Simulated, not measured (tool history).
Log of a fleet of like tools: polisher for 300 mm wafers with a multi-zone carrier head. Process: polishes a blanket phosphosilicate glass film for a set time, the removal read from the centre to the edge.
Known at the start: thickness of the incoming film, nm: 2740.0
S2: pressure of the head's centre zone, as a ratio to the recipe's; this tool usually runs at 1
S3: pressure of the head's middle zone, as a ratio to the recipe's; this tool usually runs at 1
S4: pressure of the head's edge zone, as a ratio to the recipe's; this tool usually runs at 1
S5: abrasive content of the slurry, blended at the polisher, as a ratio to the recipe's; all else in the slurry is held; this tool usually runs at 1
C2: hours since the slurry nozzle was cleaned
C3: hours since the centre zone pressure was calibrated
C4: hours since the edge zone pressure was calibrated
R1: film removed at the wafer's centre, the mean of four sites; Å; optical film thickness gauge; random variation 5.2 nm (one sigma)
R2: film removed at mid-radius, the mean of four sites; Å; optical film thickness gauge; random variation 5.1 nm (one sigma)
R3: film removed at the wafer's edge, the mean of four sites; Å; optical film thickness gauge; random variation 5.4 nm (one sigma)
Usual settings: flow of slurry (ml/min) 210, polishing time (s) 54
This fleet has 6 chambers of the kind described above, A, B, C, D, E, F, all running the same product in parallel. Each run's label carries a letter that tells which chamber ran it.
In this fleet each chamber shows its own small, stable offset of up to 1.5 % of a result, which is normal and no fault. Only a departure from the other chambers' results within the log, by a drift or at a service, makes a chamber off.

-- hour=3.2 chamber E: worn pad replaced by a new one
run 1B hour=4.4 | flow_of_slurry_(ml/min)=210 S2=1 S3=1 S4=1 S5=1 polishing_time_(s)=54 | wafers_polished_on_this_pad=75 C2=568.9 C3=1077.5 C4=725.8 | R1=3905.1 R2=3959.3 R3=3883.3
run 2E hour=8.1 | flow_of_slurry_(ml/min)=210 S2=1 S3=1 S4=1 S5=1 polishing_time_(s)=54 | wafers_polished_on_this_pad=46 C2=49.4 C3=477.7 C4=713.4 | R1=3955.9 R2=3930.2 R3=3958.3
run 3D hour=11.8 | flow_of_slurry_(ml/min)=210 S2=1 S3=1 S4=1 S5=1 polishing_time_(s)=54 | wafers_polished_on_this_pad=153 C2=211.9 C3=113.5 C4=112.1 | R1=3882.8 R2=3914.1 R3=4021.9
run 4A hour=18.3 | flow_of_slurry_(ml/min)=210 S2=1 S3=1 S4=1 S5=1 polishing_time_(s)=54 | wafers_polished_on_this_pad=856 C2=194.6 C3=586.7 C4=125.3 | R1=3874.4 R2=3872.9 R3=4003.3
run 5F hour=22.4 | flow_of_slurry_(ml/min)=210 S2=1 S3=1 S4=1 S5=1 polishing_time_(s)=54 | wafers_polished_on_this_pad=514 C2=488.5 C3=400.1 C4=1331.5 | R1=3881.9 R2=3883.7 R3=3979.6
run 6C hour=25.7 | flow_of_slurry_(ml/min)=210 S2=1 S3=1 S4=1 S5=1 polishing_time_(s)=54 | wafers_polished_on_this_pad=529 C2=360.6 C3=383.3 C4=1199.9 | R1=3875.1 R2=3952.5 R3=3939.4
run 7B hour=31.1 | flow_of_slurry_(ml/min)=210 S2=1 S3=1 S4=1 S5=1 polishing_time_(s)=54 | wafers_polished_on_this_pad=328 C2=595.6 C3=1104.2 C4=752.5 | R1=3928.5 R2=3999.1 R3=3841.6
-- hour=33.2 chamber A: worn pad replaced by a new one
run 8D hour=37.3 | flow_of_slurry_(ml/min)=210 S2=1 S3=1 S4=1 S5=1 polishing_time_(s)=69 | wafers_polished_on_this_pad=395 C2=237.4 C3=139 C4=137.6 | R1=4909.9 R2=4841.8 R3=4856.1
-- hour=38.9 chamber C: worn pad replaced by a new one
run 9F hour=40.8 | flow_of_slurry_(ml/min)=210 S2=1 S3=1 S4=1 S5=1 polishing_time_(s)=69 | wafers_polished_on_this_pad=689 C2=506.9 C3=418.5 C4=1349.9 | R1=5107.1 R2=4997.5 R3=5045.5
-- hour=41.1 chamber F: worn pad replaced by a new one
-- hour=41.2 chamber D: slurry nozzle cleaned
-- hour=42 chamber B: centre zone pressure recalibrated
run 10E hour=44.9 | flow_of_slurry_(ml/min)=210 S2=1 S3=1 S4=1 S5=1 polishing_time_(s)=69 | wafers_polished_on_this_pad=396 C2=86.2 C3=514.5 C4=750.2 | R1=5047.9 R2=4948.6 R3=5031.1
run 11A hour=49.6 | flow_of_slurry_(ml/min)=210 S2=1 S3=1 S4=1 S5=1 polishing_time_(s)=69 | wafers_polished_on_this_pad=156 C2=225.9 C3=618 C4=156.6 | R1=4989.4 R2=4965.9 R3=4962.9
run 12C hour=53.1 | flow_of_slurry_(ml/min)=210 S2=1 S3=1 S4=1 S5=1 polishing_time_(s)=69 | wafers_polished_on_this_pad=134 C2=388 C3=410.7 C4=1227.3 | R1=4957.7 R2=4984.4 R3=4922.2
-- hour=55.3 chamber E: worn pad replaced by a new one
run 13F hour=56.8 | flow_of_slurry_(ml/min)=210 S2=1 S3=1 S4=1 S5=1 polishing_time_(s)=69 | wafers_polished_on_this_pad=149 C2=522.9 C3=434.5 C4=1365.9 | R1=5096.9 R2=5027.3 R3=5062.4
run 14B hour=63.5 | flow_of_slurry_(ml/min)=210 S2=1 S3=1 S4=1 S5=1 polishing_time_(s)=54 | wafers_polished_on_this_pad=636 C2=628 C3=21.5 C4=784.9 | R1=3900.4 R2=4037.1 R3=4031.6
run 15E hour=68.4 | flow_of_slurry_(ml/min)=210 S2=1 S3=1 S4=1 S5=1 polishing_time_(s)=54 | wafers_polished_on_this_pad=125 C2=109.7 C3=538 C4=773.7 | R1=4130 R2=3889 R3=3968.2
run 16A hour=71.6 | flow_of_slurry_(ml/min)=210 S2=1 S3=1 S4=1 S5=1 polishing_time_(s)=54 | wafers_polished_on_this_pad=365 C2=247.9 C3=640 C4=178.6 | R1=4002.9 R2=3836.4 R3=3904.2
-- hour=74.1 chamber C: edge zone pressure recalibrated
run 17D hour=75.1 | flow_of_slurry_(ml/min)=210 S2=1 S3=1 S4=1 S5=1 polishing_time_(s)=54 | wafers_polished_on_this_pad=754 C2=33.9 C3=176.8 C4=175.4 | R1=3877 R2=3932.6 R3=3943.6
-- hour=77.2 chamber B: worn pad replaced by a new one
run 18C hour=82.3 | flow_of_slurry_(ml/min)=210 S2=1 S3=1 S4=1 S5=1 polishing_time_(s)=54 | wafers_polished_on_this_pad=412 C2=417.2 C3=439.9 C4=8.3 | R1=4022.5 R2=3916.1 R3=4016.6
run 19E hour=86 | flow_of_slurry_(ml/min)=210 S2=1 S3=1 S4=1 S5=1 polishing_time_(s)=54 | wafers_polished_on_this_pad=292 C2=127.3 C3=555.6 C4=791.3 | R1=4028.7 R2=3961.3 R3=3978
run 20B hour=89.9 | flow_of_slurry_(ml/min)=210 S2=1 S3=1 S4=1 S5=1 polishing_time_(s)=54 | wafers_polished_on_this_pad=121 C2=654.4 C3=47.9 C4=811.3 | R1=3922.5 R2=3940.8 R3=3978.5
-- hour=91.5 chamber F: centre zone pressure recalibrated
run 21F hour=94.9 | flow_of_slurry_(ml/min)=235 S2=1 S3=1 S4=1 S5=1 polishing_time_(s)=66 | wafers_polished_on_this_pad=511 C2=561 C3=3.5 C4=1404 | R1=4164.6 R2=4867.1 R3=4935.6
run 22A hour=98.6 | flow_of_slurry_(ml/min)=235 S2=1 S3=1 S4=1 S5=1 polishing_time_(s)=66 | wafers_polished_on_this_pad=621 C2=274.9 C3=667 C4=205.6 | R1=4849.9 R2=4825 R3=4950.7
-- hour=104.7 chamber C: worn pad replaced by a new one
run 23C hour=105 | flow_of_slurry_(ml/min)=235 S2=1 S3=1 S4=1 S5=1 polishing_time_(s)=66 | wafers_polished_on_this_pad=3 C2=439.9 C3=462.6 C4=31 | R1=5012.6 R2=4716.7 R3=4974.1
-- hour=107 chamber E: worn pad replaced by a new one
run 24D hour=108.8 | flow_of_slurry_(ml/min)=235 S2=1 S3=1 S4=1 S5=1 polishing_time_(s)=66 | wafers_polished_on_this_pad=1074 C2=67.6 C3=210.5 C4=209.1 | R1=4755.6 R2=4824.7 R3=4834.6
-- hour=114.4 chamber D: worn pad replaced by a new one
run 25A hour=115.6 | flow_of_slurry_(ml/min)=235 S2=1 S3=1 S4=1 S5=1 polishing_time_(s)=66 | wafers_polished_on_this_pad=782 C2=291.9 C3=684 C4=222.6 | R1=4940.5 R2=4850.4 R3=4982.2
run 26F hour=122.6 | flow_of_slurry_(ml/min)=235 S2=1 S3=1 S4=1 S5=1 polishing_time_(s)=66 | wafers_polished_on_this_pad=774 C2=588.7 C3=31.2 C4=1431.7 | R1=4253.4 R2=4951 R3=4853.4
-- hour=126.1 chamber C: slurry nozzle cleaned
run 27B hour=127.3 | flow_of_slurry_(ml/min)=280 S2=0.94 S3=1 S4=1 S5=1 polishing_time_(s)=54 | wafers_polished_on_this_pad=476 C2=691.8 C3=85.3 C4=848.7 | R1=3821.6 R2=3989.7 R3=3984.7
run 28D hour=132.1 | flow_of_slurry_(ml/min)=280 S2=0.94 S3=1 S4=1 S5=1 polishing_time_(s)=54 | wafers_polished_on_this_pad=168 C2=90.9 C3=233.8 C4=232.4 | R1=3770.8 R2=4129.4 R3=4032.7
-- hour=135.2 chamber F: worn pad replaced by a new one
run 29E hour=137.8 | flow_of_slurry_(ml/min)=280 S2=0.94 S3=1 S4=1 S5=1 polishing_time_(s)=54 | wafers_polished_on_this_pad=292 C2=179.1 C3=607.4 C4=843.1 | R1=3855 R2=4118.9 R3=4086.1
-- hour=140.4 chamber B: slurry nozzle cleaned
run 30C hour=144.7 | flow_of_slurry_(ml/min)=280 S2=0.94 S3=1 S4=1 S5=1 polishing_time_(s)=54 | wafers_polished_on_this_pad=380 C2=18.7 C3=502.3 C4=70.7 | R1=3861.3 R2=4086.4 R3=4114.8
run 31A hour=149.1 | flow_of_slurry_(ml/min)=280 S2=0.94 S3=1 S4=1 S5=1 polishing_time_(s)=54 | wafers_polished_on_this_pad=1100 C2=325.4 C3=717.5 C4=256.1 | R1=3826.6 R2=4105.4 R3=4111.4
-- hour=149.5 chamber A: worn pad replaced by a new one
run 32E hour=154.9 | flow_of_slurry_(ml/min)=280 S2=0.94 S3=1 S4=1 S5=1 polishing_time_(s)=54 | wafers_polished_on_this_pad=454 C2=196.2 C3=624.5 C4=860.2 | R1=3864.3 R2=4038.1 R3=4060.4
-- hour=156.2 chamber B: worn pad replaced by a new one
-- hour=160.4 chamber E: worn pad replaced by a new one
run 33D hour=160.4 | flow_of_slurry_(ml/min)=210 S2=1 S3=1 S4=1 S5=1 polishing_time_(s)=54 | wafers_polished_on_this_pad=437 C2=119.2 C3=262.1 C4=260.7 | R1=3839.5 R2=3882.7 R3=3943.8
run 34B hour=165.8 | flow_of_slurry_(ml/min)=210 S2=1 S3=1.08 S4=1.08 S5=1 polishing_time_(s)=54 | wafers_polished_on_this_pad=91 C2=25.4 C3=123.8 C4=887.2 | R1=3932 R2=4228.2 R3=4001
-- hour=169.9 chamber F: edge zone pressure recalibrated
run 35F hour=169.9 | flow_of_slurry_(ml/min)=210 S2=1 S3=1.08 S4=1.08 S5=1 polishing_time_(s)=54 | wafers_polished_on_this_pad=329 C2=636 C3=78.5 C4=0 | R1=3391.2 R2=4233 R3=4084.4
run 36C hour=175.1 | flow_of_slurry_(ml/min)=210 S2=1 S3=1.08 S4=1.08 S5=1 polishing_time_(s)=54 | wafers_polished_on_this_pad=668 C2=49.1 C3=532.7 C4=101.1 | R1=4036.8 R2=4050.1 R3=4139.9
run 37E hour=179.1 | flow_of_slurry_(ml/min)=210 S2=1 S3=1.08 S4=1.08 S5=1 polishing_time_(s)=54 | wafers_polished_on_this_pad=177 C2=220.4 C3=648.7 C4=884.4 | R1=3920.5 R2=4327.7 R3=4084.7
run 38B hour=185.4 | flow_of_slurry_(ml/min)=210 S2=1 S3=1.08 S4=1.08 S5=1 polishing_time_(s)=54 | wafers_polished_on_this_pad=277 C2=45 C3=143.4 C4=906.8 | R1=3901.4 R2=4249.6 R3=4084.6
run 39A hour=192 | flow_of_slurry_(ml/min)=210 S2=1 S3=1.08 S4=1.08 S5=1 polishing_time_(s)=54 | wafers_polished_on_this_pad=403 C2=368.3 C3=760.4 C4=299 | R1=3910.7 R2=4178.6 R3=4109.1

What goes on in this fleet: one chamber off, a drifting gauge, or nothing beyond the chambers' own small offsets? Name the chamber and the cause, if any.

After it was serviced, chamber F no longer matches the other chambers.
Cause: centre zone's pressure below its setpoint, % = 11.6.

Here are 4 candidates for chamber F's next run, each the usual settings with a change, their results left as question marks. Which one brings its results back in line with what the others give on the usual settings?
In line means no further than this from the other chambers' mean on the usual settings: R1 180 Å; R2 180 Å; R3 190 Å
run 40F-1 hour=197.3 | flow_of_slurry_(ml/min)=205 S2=0.96 S3=1.01 S4=1.01 S5=1 polishing_time_(s)=54 | R1=? R2=? R3=?
run 40F-2 hour=197.3 | flow_of_slurry_(ml/min)=220 S2=1.11 S3=0.98 S4=0.96 S5=1 polishing_time_(s)=55 | R1=? R2=? R3=?
run 40F-3 hour=197.3 | flow_of_slurry_(ml/min)=200 S2=0.89 S3=1.02 S4=1.04 S5=1 polishing_time_(s)=53 | R1=? R2=? R3=?
run 40F-4 hour=197.3 | flow_of_slurry_(ml/min)=215 S2=1.04 S3=0.99 S4=0.99 S5=1 polishing_time_(s)=54 | R1=? R2=? R3=?

Other chambers, usual settings, mean: R1 3927.8 Å; R2 3911.4 Å; R3 3943.2 Å
run=40F-1 R1=3231.8 R2=3923.9 R3=3961
run=40F-2 R1=3911.3 R2=3924.5 R3=3957.5
run=40F-3 R1=2900.5 R2=3873.2 R3=3938.4
run=40F-4 R1=3560.4 R2=3877.8 R3=3939.5
40F-2 puts the chamber back in line with the other chambers.
